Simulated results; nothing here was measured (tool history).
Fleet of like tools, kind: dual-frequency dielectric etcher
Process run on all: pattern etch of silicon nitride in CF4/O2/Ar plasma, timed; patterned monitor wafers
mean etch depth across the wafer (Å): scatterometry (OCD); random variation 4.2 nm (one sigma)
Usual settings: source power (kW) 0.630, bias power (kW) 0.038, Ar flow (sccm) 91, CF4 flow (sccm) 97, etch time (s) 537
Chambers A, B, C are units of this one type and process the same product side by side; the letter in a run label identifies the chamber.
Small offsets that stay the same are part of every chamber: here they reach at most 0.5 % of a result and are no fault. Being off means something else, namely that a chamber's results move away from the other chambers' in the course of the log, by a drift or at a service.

run,hour,source power (kW),bias power (kW),Ar flow (sccm),CF4 flow (sccm),etch time (s),hours since the last wet clean,hours since the last source power generator calibration,hours since the last bias power generator calibration,hours since the last Ar flow controller change,hours since the last CF4 flow controller change,"read-back reference wafer on the same gauge, depth_nm",mean etch depth across the wafer (Å)
# hour 7.7: chamber B: wet clean of the chamber
1C,8.8,0.630,0.038,91,97,537,193.6,630.8,4033.9,1767.0,237.9,1338.2,11459.0
2B,17.4,0.630,0.038,91,97,537,9.7,988.3,1237.9,604.4,137.0,1340.7,11461.0
3A,26.3,0.630,0.038,91,97,537,94.3,1899.2,426.4,1062.3,134.7,1339.5,11384.0
4C,35.2,0.630,0.038,91,97,537,220.0,657.2,4060.3,1793.4,264.3,1340.3,11386.0
5A,40.8,0.630,0.038,91,97,537,108.8,1913.7,440.9,1076.8,149.2,1339.9,11387.0
6B,45.0,0.630,0.038,91,97,537,37.3,1015.9,1265.5,632.0,164.6,1340.4,11474.0
7C,50.9,0.630,0.038,91,97,537,235.7,672.9,4076.0,1809.1,280.0,1339.2,11449.0
8B,56.6,0.630,0.038,91,97,537,48.9,1027.5,1277.1,643.6,176.2,1341.5,11452.0
9A,64.6,0.630,0.038,91,97,537,132.6,1937.5,464.7,1100.6,173.0,1339.8,11367.0
10B,71.9,0.630,0.038,91,97,537,64.2,1042.8,1292.4,658.9,191.5,1340.1,11481.0
11C,77.9,0.630,0.038,91,97,537,262.7,699.9,4103.0,1836.1,307.0,1340.9,11546.0
12A,83.3,0.630,0.038,91,97,537,151.3,1956.2,483.4,1119.3,191.7,1338.9,11366.0
13A,90.1,0.630,0.038,91,97,537,158.1,1963.0,490.2,1126.1,198.5,1339.7,11365.0
14B,95.6,0.630,0.038,91,97,537,87.9,1066.5,1316.1,682.6,215.2,1339.7,11486.0
15C,101.1,0.630,0.038,91,97,537,285.9,723.1,4126.2,1859.3,330.2,1342.0,11580.0
16A,105.4,0.630,0.038,91,97,537,173.4,1978.3,505.5,1141.4,213.8,1339.4,11481.0
17C,113.4,0.630,0.038,91,97,537,298.2,735.4,4138.5,1871.6,342.5,1339.4,11572.0
18B,119.1,0.630,0.038,91,97,537,111.4,1090.0,1339.6,706.1,238.7,1340.2,11460.0
19B,123.9,0.630,0.038,91,97,537,116.2,1094.8,1344.4,710.9,243.5,1340.0,11509.0
20A,128.2,0.510,0.038,105,97,537,196.2,2001.1,528.3,1164.2,236.6,1339.7,9240.6
21C,132.6,0.510,0.038,105,97,537,317.4,754.6,4157.7,1890.8,361.7,1339.3,9368.6
22A,138.7,0.510,0.038,105,97,537,206.7,2011.6,538.8,1174.7,247.1,1340.7,9250.6
23C,147.4,0.630,0.047,91,97,537,332.2,769.4,4172.5,1905.6,376.5,1339.8,12554.0
24B,156.2,0.630,0.047,91,97,537,148.5,1127.1,1376.7,743.2,275.8,1339.9,12313.0
25C,160.8,0.630,0.047,91,97,537,345.6,782.8,4185.9,1919.0,389.9,1341.4,12666.0
26B,168.2,0.630,0.038,91,97,537,160.5,1139.1,1388.7,755.2,287.8,1338.4,11468.0
27A,175.7,0.630,0.038,91,97,537,243.7,2048.6,575.8,1211.7,284.1,1340.7,11391.0
28B,180.7,0.630,0.038,91,97,615,173.0,1151.6,1401.2,767.7,300.3,1337.9,13144.0
29C,189.0,0.630,0.038,91,97,615,373.8,811.0,4214.1,1947.2,418.1,1339.2,13483.0
30A,195.4,0.630,0.038,91,97,615,263.4,2068.3,595.5,1231.4,303.8,1340.5,13055.0
31B,200.8,0.630,0.038,91,97,537,193.1,1171.7,1421.3,787.8,320.4,1338.7,11472.0
32C,207.3,0.630,0.038,91,97,537,392.1,829.3,4232.4,1965.5,436.4,1340.5,11850.0
33A,215.9,0.630,0.038,91,97,537,283.9,2088.8,616.0,1251.9,324.3,1340.1,11356.0
34B,223.9,0.630,0.038,91,97,537,216.2,1194.8,1444.4,810.9,343.5,1339.6,11532.0
35A,228.1,0.630,0.038,91,97,537,296.1,2101.0,628.2,1264.1,336.5,1340.0,11310.0
36C,235.1,0.630,0.038,91,97,537,419.9,857.1,4260.2,1993.3,464.2,1340.9,11860.0
37A,243.1,0.630,0.038,91,97,656,311.1,2116.0,643.2,1279.1,351.5,1340.8,14043.0
38C,249.3,0.630,0.038,91,97,656,434.1,871.3,4274.4,2007.5,478.4,1340.8,14539.0
39B,256.8,0.630,0.038,91,97,656,249.1,1227.7,1477.3,843.8,376.4,1340.9,13958.0
40C,263.6,0.630,0.038,91,97,537,448.4,885.6,4288.7,2021.8,492.7,1341.2,11832.0
41B,270.4,0.630,0.038,91,97,537,262.7,1241.3,1490.9,857.4,390.0,1340.7,11415.0
42A,275.0,0.630,0.038,91,97,537,343.0,2147.9,675.1,1311.0,383.4,1338.9,11404.0

Each of the 3 chambers runs these same settings next. Fill in every chamber's results:
43A,281.4,0.630,0.038,91,97,537,,,,,,,?
43B,281.4,0.630,0.038,91,97,537,,,,,,,?
43C,281.4,0.630,0.038,91,97,537,,,,,,,?

run,mean etch depth across the wafer (Å)
43A,11408.0
43B,11427.0
43C,12021.0
